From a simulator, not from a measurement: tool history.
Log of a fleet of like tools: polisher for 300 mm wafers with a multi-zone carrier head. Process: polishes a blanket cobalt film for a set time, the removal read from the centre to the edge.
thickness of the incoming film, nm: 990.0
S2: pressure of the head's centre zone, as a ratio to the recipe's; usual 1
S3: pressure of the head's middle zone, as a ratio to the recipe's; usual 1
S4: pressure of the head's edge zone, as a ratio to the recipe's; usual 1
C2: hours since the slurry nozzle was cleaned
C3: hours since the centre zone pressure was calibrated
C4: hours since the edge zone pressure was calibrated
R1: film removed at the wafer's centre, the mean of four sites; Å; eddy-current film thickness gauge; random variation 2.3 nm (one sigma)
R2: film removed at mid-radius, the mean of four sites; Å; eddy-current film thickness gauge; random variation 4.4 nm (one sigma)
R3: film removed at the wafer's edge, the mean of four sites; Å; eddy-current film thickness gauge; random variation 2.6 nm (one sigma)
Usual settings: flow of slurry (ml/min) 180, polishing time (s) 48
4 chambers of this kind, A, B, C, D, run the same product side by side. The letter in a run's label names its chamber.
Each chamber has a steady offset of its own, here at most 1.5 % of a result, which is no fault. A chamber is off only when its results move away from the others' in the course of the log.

run 1D hour=8.3 | flow_of_slurry_(ml/min)=180 S2=1 S3=1 S4=1 polishing_time_(s)=48 | wafers_polished_on_this_pad=894 C2=250.6 C3=406.5 C4=52.6 | R1=3334.8 R2=3339.3 R3=3362
run 2A hour=17.3 | flow_of_slurry_(ml/min)=180 S2=1 S3=1 S4=1 polishing_time_(s)=48 | wafers_polished_on_this_pad=985 C2=163.8 C3=344.7 C4=446.5 | R1=3302.2 R2=3343.6 R3=3317.3
-- hour=20 chamber A: worn pad replaced by a new one
run 3C hour=22.1 | flow_of_slurry_(ml/min)=180 S2=1 S3=1 S4=1 polishing_time_(s)=48 | wafers_polished_on_this_pad=650 C2=324.4 C3=893.4 C4=837.5 | R1=3324.3 R2=3370.4 R3=3300.7
run 4B hour=31.3 | flow_of_slurry_(ml/min)=180 S2=1 S3=1 S4=1 polishing_time_(s)=48 | wafers_polished_on_this_pad=810 C2=233.2 C3=177.5 C4=433 | R1=3344.6 R2=3236.8 R3=3336.7
run 5A hour=36.5 | flow_of_slurry_(ml/min)=180 S2=1 S3=1 S4=1 polishing_time_(s)=48 | wafers_polished_on_this_pad=257 C2=183 C3=363.9 C4=465.7 | R1=3328.1 R2=3326.4 R3=3312.8
-- hour=37.7 chamber D: worn pad replaced by a new one
run 6D hour=42.1 | flow_of_slurry_(ml/min)=180 S2=1 S3=1 S4=1 polishing_time_(s)=48 | wafers_polished_on_this_pad=69 C2=284.4 C3=440.3 C4=86.4 | R1=3302.6 R2=3277.3 R3=3325.8
run 7B hour=47.1 | flow_of_slurry_(ml/min)=180 S2=1 S3=1 S4=1 polishing_time_(s)=48 | wafers_polished_on_this_pad=1056 C2=249 C3=193.3 C4=448.8 | R1=3379.1 R2=3315 R3=3353.6
-- hour=54 chamber B: worn pad replaced by a new one
run 8C hour=55.5 | flow_of_slurry_(ml/min)=180 S2=1 S3=1 S4=1 polishing_time_(s)=48 | wafers_polished_on_this_pad=1169 C2=357.8 C3=926.8 C4=870.9 | R1=3308.6 R2=3347 R3=3254.3
run 9C hour=59.9 | flow_of_slurry_(ml/min)=180 S2=1 S3=1 S4=1 polishing_time_(s)=48 | wafers_polished_on_this_pad=1237 C2=362.2 C3=931.2 C4=875.3 | R1=3276.1 R2=3310.1 R3=3300.5
run 10D hour=67.6 | flow_of_slurry_(ml/min)=215 S2=1 S3=1 S4=1 polishing_time_(s)=34 | wafers_polished_on_this_pad=465 C2=309.9 C3=465.8 C4=111.9 | R1=2428.3 R2=2373.7 R3=2450.7
-- hour=68.6 chamber C: worn pad replaced by a new one
run 11A hour=73.5 | flow_of_slurry_(ml/min)=215 S2=1 S3=1 S4=1 polishing_time_(s)=34 | wafers_polished_on_this_pad=833 C2=220 C3=400.9 C4=502.7 | R1=2411.3 R2=2419.6 R3=2407
-- hour=77 chamber A: worn pad replaced by a new one
run 12B hour=78.3 | flow_of_slurry_(ml/min)=215 S2=1 S3=1 S4=1 polishing_time_(s)=34 | wafers_polished_on_this_pad=379 C2=280.2 C3=224.5 C4=480 | R1=2412 R2=2376.6 R3=2415.2
run 13B hour=83.9 | flow_of_slurry_(ml/min)=215 S2=1 S3=1 S4=1 polishing_time_(s)=34 | wafers_polished_on_this_pad=466 C2=285.8 C3=230.1 C4=485.6 | R1=2424 R2=2364.9 R3=2370.8
run 14D hour=89 | flow_of_slurry_(ml/min)=180 S2=1 S3=1 S4=1 polishing_time_(s)=48 | wafers_polished_on_this_pad=798 C2=331.3 C3=487.2 C4=133.3 | R1=3285.5 R2=3297 R3=3315
run 15A hour=97.2 | flow_of_slurry_(ml/min)=180 S2=1 S3=1 S4=1 polishing_time_(s)=48 | wafers_polished_on_this_pad=314 C2=243.7 C3=424.6 C4=526.4 | R1=3328.4 R2=3290.7 R3=3309
-- hour=100.9 chamber C: centre zone pressure recalibrated
run 16C hour=104.8 | flow_of_slurry_(ml/min)=180 S2=1 S3=1 S4=1 polishing_time_(s)=48 | wafers_polished_on_this_pad=562 C2=407.1 C3=4 C4=920.2 | R1=3290.5 R2=3347.7 R3=3303.9
run 17D hour=109.6 | flow_of_slurry_(ml/min)=180 S2=1 S3=1 S4=1 polishing_time_(s)=48 | wafers_polished_on_this_pad=1118 C2=351.9 C3=507.8 C4=153.9 | R1=3313.3 R2=3290.5 R3=3300.7
-- hour=112.7 chamber D: worn pad replaced by a new one
run 18A hour=114.5 | flow_of_slurry_(ml/min)=180 S2=1 S3=1 S4=1 polishing_time_(s)=48 | wafers_polished_on_this_pad=583 C2=261 C3=441.9 C4=543.7 | R1=3322.3 R2=3288.9 R3=3326.3
-- hour=118.8 chamber B: worn pad replaced by a new one
run 19B hour=120.5 | flow_of_slurry_(ml/min)=180 S2=1 S3=1 S4=1 polishing_time_(s)=48 | wafers_polished_on_this_pad=27 C2=322.4 C3=266.7 C4=522.2 | R1=3260.2 R2=3245.4 R3=3278.5
run 20C hour=128.6 | flow_of_slurry_(ml/min)=180 S2=1 S3=1 S4=1 polishing_time_(s)=48 | wafers_polished_on_this_pad=932 C2=430.9 C3=27.8 C4=944 | R1=3282.6 R2=3325 R3=3321.9
run 21C hour=133.1 | flow_of_slurry_(ml/min)=180 S2=1 S3=1 S4=1 polishing_time_(s)=48 | wafers_polished_on_this_pad=1002 C2=435.4 C3=32.3 C4=948.5 | R1=3289.9 R2=3299.5 R3=3308.2
run 22A hour=140.1 | flow_of_slurry_(ml/min)=180 S2=1 S3=1 S4=1 polishing_time_(s)=48 | wafers_polished_on_this_pad=981 C2=286.6 C3=467.5 C4=569.3 | R1=3314 R2=3347.2 R3=3377.9
run 23B hour=146.1 | flow_of_slurry_(ml/min)=180 S2=1 S3=1 S4=1 polishing_time_(s)=48 | wafers_polished_on_this_pad=425 C2=348 C3=292.3 C4=547.8 | R1=3213.5 R2=3137.2 R3=3224.9
-- hour=151.9 chamber A: worn pad replaced by a new one
-- hour=153.5 chamber C: worn pad replaced by a new one
run 24D hour=155.3 | flow_of_slurry_(ml/min)=180 S2=1 S3=1 S4=1 polishing_time_(s)=48 | wafers_polished_on_this_pad=662 C2=397.6 C3=553.5 C4=199.6 | R1=3342.3 R2=3331.4 R3=3366.5
run 25C hour=161.6 | flow_of_slurry_(ml/min)=180 S2=1 S3=1 S4=1 polishing_time_(s)=48 | wafers_polished_on_this_pad=126 C2=463.9 C3=60.8 C4=977 | R1=3313.1 R2=3343.4 R3=3332.4
run 26B hour=167.9 | flow_of_slurry_(ml/min)=180 S2=1 S3=0.9 S4=1 polishing_time_(s)=56 | wafers_polished_on_this_pad=764 C2=369.8 C3=314.1 C4=569.6 | R1=3679.3 R2=3334.3 R3=3801.4
run 27A hour=176 | flow_of_slurry_(ml/min)=180 S2=1 S3=0.9 S4=1 polishing_time_(s)=56 | wafers_polished_on_this_pad=375 C2=322.5 C3=503.4 C4=605.2 | R1=3869.8 R2=3572.3 R3=3851.2
run 28D hour=186 | flow_of_slurry_(ml/min)=180 S2=1 S3=0.9 S4=1 polishing_time_(s)=56 | wafers_polished_on_this_pad=1139 C2=428.3 C3=584.2 C4=230.3 | R1=3863.5 R2=3448.9 R3=3884.1
run 29D hour=193.1 | flow_of_slurry_(ml/min)=180 S2=1 S3=0.9 S4=1 polishing_time_(s)=56 | wafers_polished_on_this_pad=1250 C2=435.4 C3=591.3 C4=237.4 | R1=3846.9 R2=3412.7 R3=3867.2
run 30C hour=202.1 | flow_of_slurry_(ml/min)=180 S2=1 S3=1 S4=1 polishing_time_(s)=48 | wafers_polished_on_this_pad=755 C2=504.4 C3=101.3 C4=1017.5 | R1=3320.8 R2=3333.9 R3=3266

Next, every chamber runs the same settings. What will each give?
run 31A hour=209.4 | flow_of_slurry_(ml/min)=180 S2=1 S3=1 S4=1 polishing_time_(s)=48 | R1=? R2=? R3=?
run 31B hour=209.4 | flow_of_slurry_(ml/min)=180 S2=1 S3=1 S4=1 polishing_time_(s)=48 | R1=? R2=? R3=?
run 31C hour=209.4 | flow_of_slurry_(ml/min)=180 S2=1 S3=1 S4=1 polishing_time_(s)=48 | R1=? R2=? R3=?
run 31D hour=209.4 | flow_of_slurry_(ml/min)=180 S2=1 S3=1 S4=1 polishing_time_(s)=48 | R1=? R2=? R3=?

run=31A R1=3329.9 R2=3291.8 R3=3351.2
run=31B R1=3066.8 R2=2971.6 R3=3176.7
run=31C R1=3338.7 R2=3331.5 R3=3313.4
run=31D R1=3255.6 R2=3327 R3=3341.5
